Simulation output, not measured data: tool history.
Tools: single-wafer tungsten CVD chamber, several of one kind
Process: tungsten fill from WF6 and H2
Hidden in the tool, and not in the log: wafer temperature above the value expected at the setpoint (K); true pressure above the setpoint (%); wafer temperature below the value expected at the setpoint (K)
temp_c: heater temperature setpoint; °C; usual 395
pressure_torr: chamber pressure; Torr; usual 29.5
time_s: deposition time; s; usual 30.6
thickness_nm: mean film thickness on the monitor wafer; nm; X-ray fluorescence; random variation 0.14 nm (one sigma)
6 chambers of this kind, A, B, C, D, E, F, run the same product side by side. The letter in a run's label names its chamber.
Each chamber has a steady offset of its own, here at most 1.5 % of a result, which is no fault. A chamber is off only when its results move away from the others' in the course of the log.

run	hour	temp_c	pressure_torr	time_s	hours since the last thermocouple change	hours since the last manometer calibration	read-back reference wafer on the same gauge, thickness_nm	thickness_nm
1A	9.7	395	29.5	30.6	1487.0	1253.0	86.626	80.809
2C	17.5	395	29.5	30.6	749.4	1596.5	86.613	80.426
3E	27.9	395	29.5	30.6	1710.2	970.9	86.674	79.292
4B	33.0	395	29.5	30.6	1464.4	1137.5	86.644	80.480
5F	39.7	395	29.5	30.6	361.0	1336.7	86.642	80.039
6D	48.8	395	29.5	30.6	826.5	1451.8	86.682	80.149
7A	53.7	395	29.5	30.6	1531.0	1297.0	86.687	81.042
8B	59.9	395	29.5	30.6	1491.3	1164.4	86.685	80.488
9E	68.5	395	29.5	30.6	1750.8	1011.5	86.747	79.401
10C	79.1	395	29.5	30.6	811.0	1658.1	86.745	80.534
11D	90.1	395	29.5	30.6	867.8	1493.1	86.735	80.423
12F	98.9	395	32.4	30.6	420.2	1395.9	86.761	83.903
13C	104.2	395	32.4	30.6	836.1	1683.2	86.785	84.356
14B	112.6	395	32.4	30.6	1544.0	1217.1	86.812	84.499
15F	119.7	395	32.4	30.6	441.0	1416.7	86.805	83.972
16A	124.7	395	32.4	30.6	1602.0	1368.0	86.791	84.951
17D	133.5	395	32.4	30.6	911.2	1536.5	86.850	83.709
18E	140.5	386	25.9	30.6	1822.8	1083.5	86.816	62.833
19A	148.8	386	25.9	30.6	1626.1	1392.1	86.870	64.213
20C	156.8	386	25.9	30.6	888.7	1735.8	86.869	63.675
# hour 162.0: chamber C: capacitance manometer re-zeroed and calibrated
21F	165.7	386	25.9	30.6	487.0	1462.7	86.891	63.292
22D	175.0	386	25.9	30.6	952.7	1578.0	86.902	63.385
23B	185.9	386	25.9	30.6	1617.3	1290.4	86.954	63.854
# hour 192.9: chamber A: thermocouple changed; heater temperature recalibrated
24E	193.2	395	29.5	30.6	1875.5	1136.2	86.947	79.495
25F	203.0	395	29.5	30.6	524.3	1500.0	86.989	80.385
26E	210.5	395	29.5	30.6	1892.8	1153.5	86.954	79.612
27D	217.6	395	29.5	30.6	995.3	1620.6	86.996	80.565
28C	228.4	395	29.5	30.6	960.3	66.4	86.996	80.768
# hour 232.5: chamber E: capacitance manometer re-zeroed and calibrated
29A	236.2	395	29.5	30.6	43.3	1479.5	87.008	81.501
30B	242.3	395	29.5	30.6	1673.7	1346.8	87.027	80.927
31F	252.1	395	29.5	30.6	573.4	1549.1	87.017	80.667
32E	258.8	395	29.5	30.6	1941.1	26.3	87.096	79.867
33C	265.2	395	29.5	30.6	997.1	103.2	87.064	80.763
34A	270.6	395	29.5	30.6	77.7	1513.9	87.111	81.419
35B	277.2	395	29.5	30.6	1708.6	1381.7	87.144	80.986
36D	285.2	395	29.5	30.6	1062.9	1688.2	87.117	80.687
37B	290.8	386	24.2	30.6	1722.2	1395.3	87.098	61.994
38C	301.2	386	24.2	30.6	1033.1	139.2	87.174	61.801
# hour 302.7: chamber F: capacitance manometer re-zeroed and calibrated
39D	308.6	386	24.2	30.6	1086.3	1711.6	87.166	61.511
40F	317.8	386	24.2	30.6	639.1	15.1	87.197	61.579
41E	326.9	386	24.2	30.6	2009.2	94.4	87.195	61.132

Is one chamber off against the others, does the gauge drift, or is nothing wrong? If a chamber is off, say which, and what the likeliest cause is.

The gauge drifts, so all chambers seem to drift together. No chamber is off.
Cause: gauge reads high (%) = 0.7.
